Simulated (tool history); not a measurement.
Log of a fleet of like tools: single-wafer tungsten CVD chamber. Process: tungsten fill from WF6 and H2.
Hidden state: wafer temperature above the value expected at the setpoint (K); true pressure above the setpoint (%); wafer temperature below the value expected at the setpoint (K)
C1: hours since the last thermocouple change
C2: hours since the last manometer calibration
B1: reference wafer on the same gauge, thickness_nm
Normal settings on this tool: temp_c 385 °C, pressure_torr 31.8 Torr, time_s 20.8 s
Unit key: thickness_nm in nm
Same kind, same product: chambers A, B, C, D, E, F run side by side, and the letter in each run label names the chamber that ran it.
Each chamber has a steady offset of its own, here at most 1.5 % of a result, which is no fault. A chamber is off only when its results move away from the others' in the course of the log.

run 1C hour=12.8 | temp_c=385 pressure_torr=31.8 time_s=20.8 | C1=322.6 C2=2455.6 | B1=39.284 | thickness_nm=46.747
run 2E hour=25.8 | temp_c=385 pressure_torr=31.8 time_s=20.8 | C1=1000.5 C2=528.1 | B1=39.275 | thickness_nm=46.217
run 3F hour=34.9 | temp_c=385 pressure_torr=31.8 time_s=20.8 | C1=902.1 C2=335.9 | B1=39.277 | thickness_nm=46.146
run 4A hour=49.3 | temp_c=385 pressure_torr=31.8 time_s=20.8 | C1=2148.5 C2=973 | B1=39.28 | thickness_nm=46.813
run 5D hour=62 | temp_c=385 pressure_torr=31.8 time_s=20.8 | C1=1140.7 C2=103.4 | B1=39.275 | thickness_nm=45.948
run 6B hour=75.8 | temp_c=396 pressure_torr=31.8 time_s=20.8 | C1=1680.8 C2=642.6 | B1=39.257 | thickness_nm=57.539
run 7E hour=89.3 | temp_c=396 pressure_torr=31.8 time_s=20.8 | C1=1064 C2=591.6 | B1=39.25 | thickness_nm=56.763
run 8C hour=100.6 | temp_c=396 pressure_torr=31.8 time_s=20.8 | C1=410.4 C2=2543.4 | B1=39.239 | thickness_nm=57.661
run 9A hour=107.8 | temp_c=396 pressure_torr=31.8 time_s=20.8 | C1=2207 C2=1031.5 | B1=39.239 | thickness_nm=57.61
run 10B hour=122.7 | temp_c=396 pressure_torr=31.8 time_s=20.8 | C1=1727.7 C2=689.5 | B1=39.224 | thickness_nm=57.503
-- hour=134.5 chamber A: thermocouple changed; heater temperature recalibrated
run 11D hour=137.2 | temp_c=396 pressure_torr=31.8 time_s=20.8 | C1=1215.9 C2=178.6 | B1=39.207 | thickness_nm=56.789
run 12F hour=151.7 | temp_c=385 pressure_torr=31.8 time_s=20.8 | C1=1018.9 C2=452.7 | B1=39.206 | thickness_nm=45.993
-- hour=162.7 chamber A: capacitance manometer re-zeroed and calibrated
run 13F hour=164.2 | temp_c=385 pressure_torr=31.8 time_s=19.1 | C1=1031.4 C2=465.2 | B1=39.182 | thickness_nm=42.237
run 14A hour=172.5 | temp_c=385 pressure_torr=31.8 time_s=19.1 | C1=38.1 C2=9.8 | B1=39.199 | thickness_nm=42.64
run 15E hour=181 | temp_c=385 pressure_torr=31.8 time_s=19.1 | C1=1155.7 C2=683.3 | B1=39.19 | thickness_nm=42.233
run 16B hour=189 | temp_c=385 pressure_torr=31.8 time_s=19.1 | C1=1794 C2=755.8 | B1=39.19 | thickness_nm=42.416
-- hour=197.4 chamber C: capacitance manometer re-zeroed and calibrated
run 17D hour=200.6 | temp_c=385 pressure_torr=31.8 time_s=19.1 | C1=1279.3 C2=242 | B1=39.176 | thickness_nm=42.077
run 18C hour=207.3 | temp_c=385 pressure_torr=31.8 time_s=19.1 | C1=517.1 C2=9.9 | B1=39.177 | thickness_nm=43.036
run 19E hour=215.4 | temp_c=385 pressure_torr=31.8 time_s=20.8 | C1=1190.1 C2=717.7 | B1=39.176 | thickness_nm=45.942
run 20C hour=226.4 | temp_c=385 pressure_torr=31.8 time_s=20.8 | C1=536.2 C2=29 | B1=39.174 | thickness_nm=46.73
run 21B hour=234 | temp_c=385 pressure_torr=31.8 time_s=20.8 | C1=1839 C2=800.8 | B1=39.15 | thickness_nm=46.197
run 22D hour=246.1 | temp_c=385 pressure_torr=31.8 time_s=20.8 | C1=1324.8 C2=287.5 | B1=39.17 | thickness_nm=45.964
run 23F hour=258.7 | temp_c=385 pressure_torr=31.8 time_s=20.8 | C1=1125.9 C2=559.7 | B1=39.137 | thickness_nm=45.869
run 24A hour=271.8 | temp_c=385 pressure_torr=31.8 time_s=20.8 | C1=137.4 C2=109.1 | B1=39.136 | thickness_nm=46.576
run 25C hour=284.9 | temp_c=385 pressure_torr=31.8 time_s=20.8 | C1=594.7 C2=87.5 | B1=39.12 | thickness_nm=46.69
run 26E hour=292.8 | temp_c=385 pressure_torr=31.8 time_s=20.8 | C1=1267.5 C2=795.1 | B1=39.123 | thickness_nm=45.947
run 27A hour=299.6 | temp_c=385 pressure_torr=31.8 time_s=20.8 | C1=165.2 C2=136.9 | B1=39.113 | thickness_nm=46.51
run 28B hour=313.3 | temp_c=385 pressure_torr=31.8 time_s=20.8 | C1=1918.3 C2=880.1 | B1=39.121 | thickness_nm=46.198
run 29F hour=325.2 | temp_c=385 pressure_torr=31.8 time_s=20.8 | C1=1192.4 C2=626.2 | B1=39.106 | thickness_nm=45.943
run 30D hour=338 | temp_c=385 pressure_torr=31.8 time_s=20.8 | C1=1416.7 C2=379.4 | B1=39.1 | thickness_nm=45.84
run 31A hour=352.4 | temp_c=385 pressure_torr=31.8 time_s=20.8 | C1=218 C2=189.7 | B1=39.081 | thickness_nm=46.518
run 32D hour=360.9 | temp_c=385 pressure_torr=31.8 time_s=20.8 | C1=1439.6 C2=402.3 | B1=39.074 | thickness_nm=45.857
run 33F hour=370.9 | temp_c=385 pressure_torr=31.8 time_s=20.8 | C1=1238.1 C2=671.9 | B1=39.074 | thickness_nm=45.92
run 34B hour=385.8 | temp_c=385 pressure_torr=31.8 time_s=20.8 | C1=1990.8 C2=952.6 | B1=39.081 | thickness_nm=46.133
run 35C hour=393.4 | temp_c=385 pressure_torr=31.8 time_s=20.8 | C1=703.2 C2=196 | B1=39.056 | thickness_nm=46.678
run 36E hour=402.8 | temp_c=385 pressure_torr=31.8 time_s=20.8 | C1=1377.5 C2=905.1 | B1=39.039 | thickness_nm=45.8
run 37C hour=417.5 | temp_c=385 pressure_torr=26.6 time_s=18.6 | C1=727.3 C2=220.1 | B1=39.04 | thickness_nm=38.444
run 38A hour=430.6 | temp_c=385 pressure_torr=26.6 time_s=18.6 | C1=296.2 C2=267.9 | B1=39.027 | thickness_nm=38.182

Each of the 6 chambers runs these same settings next. Fill in every chamber's results:
run 39A hour=441.6 | temp_c=385 pressure_torr=31.8 time_s=20.8 | thickness_nm=?
run 39B hour=441.6 | temp_c=385 pressure_torr=31.8 time_s=20.8 | thickness_nm=?
run 39C hour=441.6 | temp_c=385 pressure_torr=31.8 time_s=20.8 | thickness_nm=?
run 39D hour=441.6 | temp_c=385 pressure_torr=31.8 time_s=20.8 | thickness_nm=?
run 39E hour=441.6 | temp_c=385 pressure_torr=31.8 time_s=20.8 | thickness_nm=?
run 39F hour=441.6 | temp_c=385 pressure_torr=31.8 time_s=20.8 | thickness_nm=?

run=39A thickness_nm=46.377
run=39B thickness_nm=46.075
run=39C thickness_nm=46.698
run=39D thickness_nm=45.878
run=39E thickness_nm=45.77
run=39F thickness_nm=45.866

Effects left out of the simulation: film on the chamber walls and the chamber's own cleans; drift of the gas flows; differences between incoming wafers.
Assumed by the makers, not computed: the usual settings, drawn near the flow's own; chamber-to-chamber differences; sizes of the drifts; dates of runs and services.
